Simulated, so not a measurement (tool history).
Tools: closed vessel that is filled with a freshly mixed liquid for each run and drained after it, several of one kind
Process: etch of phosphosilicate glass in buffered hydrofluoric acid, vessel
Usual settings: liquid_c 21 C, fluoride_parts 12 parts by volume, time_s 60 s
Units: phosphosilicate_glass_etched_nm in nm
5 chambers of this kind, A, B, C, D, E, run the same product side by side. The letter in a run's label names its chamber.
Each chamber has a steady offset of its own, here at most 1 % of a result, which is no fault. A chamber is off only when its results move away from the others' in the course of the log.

run,day,liquid_c,fluoride_parts,time_s,"read-back film thickness of the phosphosilicate glass reference wafer, read on the same gauge (nm)",phosphosilicate_glass_etched_nm
1C,0.471,21,12,60,150.05,210.41
2E,0.854,21,12,60,150.02,209.27
3B,1.104,21,12,60,149.99,207.95
4D,1.467,21,12,60,150,208.07
5A,1.712,21,12,60,150.02,206.95
6D,2.067,21,12,60,150.01,209.99
# day 2.146: chamber E: hydrofluoric acid flow meter replaced
7C,2.354,21,12,60,149.98,209.76
8B,2.575,21,10,60,149.98,249.42
9E,2.833,21,10,60,149.99,249.91
10A,3.212,21,10,60,149.99,247.36
11C,3.45,21,10,60,150.02,249.37
# day 3.454: chamber B: hydrofluoric acid flow meter replaced
12A,3.721,21,10,60,149.99,247.43
13E,3.933,21,12,60,150.02,206.43
14B,4.325,21,12,60,150,209.65
15D,4.8,24,12,60,149.99,249.45
16C,5.042,24,12,60,150.01,247.08
17D,5.471,24,12,60,150,252.91
18A,5.808,24,12,60,149.98,246.22
19B,6.188,24,12,60,149.98,245.6
20E,6.475,19.5,12,35,150.02,111.63
21B,6.962,19.5,12,35,150.01,112.72
22D,7.192,19.5,12,35,150.01,117.71
23C,7.404,19.5,12,35,150,112.5
24E,7.688,19.5,12,35,150,111.77
25A,7.929,21,12,60,150,206.52
26A,8.158,21,12,60,150.01,208.78
27C,8.375,21,12,60,149.98,209.29
28E,8.808,21,12,60,150,209.24
29B,9.146,21,12,60,150.01,208.15
30D,9.371,21,12,60,149.97,221.71

Is one chamber off against the others, does the gauge drift, or is nothing wrong? If a chamber is off, say which, and what the likeliest cause is.

Chamber D drifts away from the others.
Cause: hydrofluoric acid flow above the setpoint (%) = 6.94.
The log may not tell that from: liquid hotter than its thermometer reads (K).

Here are 4 candidates for chamber D's next run, each the usual settings with a change, their results left as question marks. Which one brings its results back in line with what the others give on the usual settings?
In line means no further than this from the other chambers' mean on the usual settings: phosphosilicate_glass_etched_nm 4.5 nm
31D-1,9.721,21,11.5,65,,?
31D-2,9.721,21,12.5,55,,?
31D-3,9.721,21.5,11.5,60,,?
31D-4,9.721,20.5,12.5,60,,?

The other chambers' mean on the usual settings: phosphosilicate_glass_etched_nm 208.2 nm
run,phosphosilicate_glass_etched_nm
31D-1,251.4
31D-2,196.27
31D-3,238.59
31D-4,208.22
31D-4 brings the chamber back in line.
